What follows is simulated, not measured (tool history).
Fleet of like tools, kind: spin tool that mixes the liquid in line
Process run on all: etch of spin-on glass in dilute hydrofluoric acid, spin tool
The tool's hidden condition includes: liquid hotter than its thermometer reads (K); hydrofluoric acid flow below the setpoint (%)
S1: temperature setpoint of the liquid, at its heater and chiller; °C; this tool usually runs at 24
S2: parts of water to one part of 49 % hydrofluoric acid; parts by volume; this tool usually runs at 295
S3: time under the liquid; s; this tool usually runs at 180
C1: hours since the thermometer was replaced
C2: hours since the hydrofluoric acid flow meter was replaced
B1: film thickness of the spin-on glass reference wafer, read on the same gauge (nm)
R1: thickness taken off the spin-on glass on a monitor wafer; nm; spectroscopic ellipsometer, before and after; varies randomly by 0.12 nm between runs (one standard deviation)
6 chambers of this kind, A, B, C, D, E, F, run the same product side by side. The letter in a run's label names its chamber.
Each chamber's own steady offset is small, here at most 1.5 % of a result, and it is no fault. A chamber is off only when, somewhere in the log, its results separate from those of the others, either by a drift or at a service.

Run 1B, day 0.088: usual settings; C1 1892.4; C2 626.3; B1 149.98. Result: R1 18.927 nm.
Run 2D, day 0.167: usual settings; C1 870.5; C2 187.1; B1 150.02. Result: R1 18.773 nm.
Run 3F, day 0.254: usual settings; C1 1007.8; C2 134.7; B1 149.99. Result: R1 18.679 nm.
Run 4E, day 0.338: usual settings; C1 910; C2 148.4; B1 150.01. Result: R1 18.448 nm.
Run 5C, day 0.417: usual settings; C1 891.1; C2 196; B1 150.01. Result: R1 19.236 nm.
Run 6A, day 0.525: usual settings; C1 1000.7; C2 639.2; B1 150.02. Result: R1 18.741 nm.
Run 7D, day 0.65: usual settings but S1 20 °C; C1 882.1; C2 198.7; B1 150.02. Result: R1 16.241 nm.
Run 8B, day 0.754: usual settings but S1 20 °C; C1 1908.4; C2 642.3; B1 149.98. Result: R1 16.477 nm.
Run 9C, day 0.871: usual settings but S1 20 °C; C1 902; C2 206.9; B1 149.99. Result: R1 16.476 nm.
Run 10F, day 0.962: usual settings but S1 20 °C; C1 1024.8; C2 151.7; B1 150. Result: R1 16.424 nm.
Run 11E, day 1.125: usual settings but S1 20 °C; C1 928.9; C2 167.3; B1 150.01. Result: R1 16.282 nm.
Run 12A, day 1.204: usual settings but S1 20 °C; C1 1017; C2 655.5; B1 150. Result: R1 16.361 nm.
Run 13D, day 1.3: usual settings; C1 897.7; C2 214.3; B1 150.01. Result: R1 19.097 nm.
Run 14B, day 1.417: usual settings; C1 1924.3; C2 658.2; B1 149.99. Result: R1 18.975 nm.
Run 15C, day 1.542: usual settings; C1 918.1; C2 223; B1 150.01. Result: R1 19.222 nm.
Run 16E, day 1.717: usual settings; C1 943.1; C2 181.5; B1 150.02. Result: R1 18.774 nm.
Run 17F, day 1.867: usual settings; C1 1046.5; C2 173.4; B1 150.02. Result: R1 19.4 nm.
Run 18A, day 1.975: usual settings; C1 1035.5; C2 674; B1 149.99. Result: R1 19.059 nm.
Run 19A, day 2.062: usual settings but S2 240 parts by volume; C1 1037.6; C2 676.1; B1 150.01. Result: R1 24.461 nm.
Run 20B, day 2.183: usual settings but S2 240 parts by volume; C1 1942.7; C2 676.6; B1 149.98. Result: R1 24.792 nm.
Run 21F, day 2.35: usual settings but S2 240 parts by volume; C1 1058.1; C2 185; B1 149.99. Result: R1 24.955 nm.
Run 22C, day 2.483: usual settings but S2 240 parts by volume; C1 940.7; C2 245.6; B1 150. Result: R1 25.009 nm.
Run 23E, day 2.567: usual settings but S2 240 parts by volume; C1 963.5; C2 201.9; B1 149.99. Result: R1 24.008 nm.
Run 24D, day 2.696: usual settings but S2 240 parts by volume; C1 931.2; C2 247.8; B1 150.02. Result: R1 24.28 nm.
Run 25C, day 2.792: usual settings; C1 948.1; C2 253; B1 150.01. Result: R1 19.123 nm.
At day 2.879: chamber B: thermometer replaced.
Run 26F, day 2.917: usual settings; C1 1071.7; C2 198.6; B1 149.97. Result: R1 19.8 nm.
Run 27E, day 3.058: usual settings; C1 975.3; C2 213.7; B1 150.02. Result: R1 18.754 nm.
Run 28A, day 3.142: usual settings; C1 1063.5; C2 702; B1 149.98. Result: R1 19.203 nm.
Run 29B, day 3.233: usual settings; C1 8.5; C2 701.8; B1 149.97. Result: R1 18.944 nm.
Run 30D, day 3.396: usual settings; C1 948; C2 264.6; B1 150.02. Result: R1 18.782 nm.
Run 31A, day 3.483: usual settings; C1 1071.7; C2 710.2; B1 149.99. Result: R1 18.78 nm.
Run 32B, day 3.65: usual settings; C1 18.5; C2 711.8; B1 150. Result: R1 19.013 nm.
Run 33D, day 3.812: usual settings; C1 958; C2 274.6; B1 150.01. Result: R1 18.929 nm.
Run 34F, day 3.921: usual settings; C1 1095.8; C2 222.7; B1 150. Result: R1 20.186 nm.
Run 35C, day 4.046: usual settings; C1 978.2; C2 283.1; B1 149.97. Result: R1 18.9 nm.
Run 36E, day 4.196: usual settings; C1 1002.6; C2 241; B1 150. Result: R1 18.556 nm.
Run 37A, day 4.367: usual settings; C1 1092.9; C2 731.4; B1 150. Result: R1 18.893 nm.

Does one chamber stand apart from the rest, does the shared gauge drift, or is all well apart from small per-chamber offsets? Give the chamber and the most likely cause, where there is one.

Chamber F drifts away from the others.
Most likely cause: liquid hotter than its thermometer reads (K) = 2.46.
It could be hard to tell apart here from: hydrofluoric acid flow above the setpoint (%).

Below are 4 candidate recipes for chamber F's next run, each the usual settings with a change, their results shown as question marks. Which of them brings F's results back in line with what the other chambers give on the usual settings?
To be in line, a result may differ from the other chambers' mean on the usual settings by at most: R1 0.43 nm
Run 38F-1, day 4.492: usual settings but S3 195 s. Result: R1 ?.
Run 38F-2, day 4.492: usual settings but S2 300 parts by volume. Result: R1 ?.
Run 38F-3, day 4.492: usual settings but S2 290 parts by volume. Result: R1 ?.
Run 38F-4, day 4.492: usual settings but S2 315 parts by volume. Result: R1 ?.

Mean of the other chambers on the usual settings: R1 18.886 nm
  run      R1
38F-1  22.262
38F-2  20.108
38F-3  21.008
38F-4  18.874
Change 38F-4 lands the chamber within the allowed miss of the other chambers.

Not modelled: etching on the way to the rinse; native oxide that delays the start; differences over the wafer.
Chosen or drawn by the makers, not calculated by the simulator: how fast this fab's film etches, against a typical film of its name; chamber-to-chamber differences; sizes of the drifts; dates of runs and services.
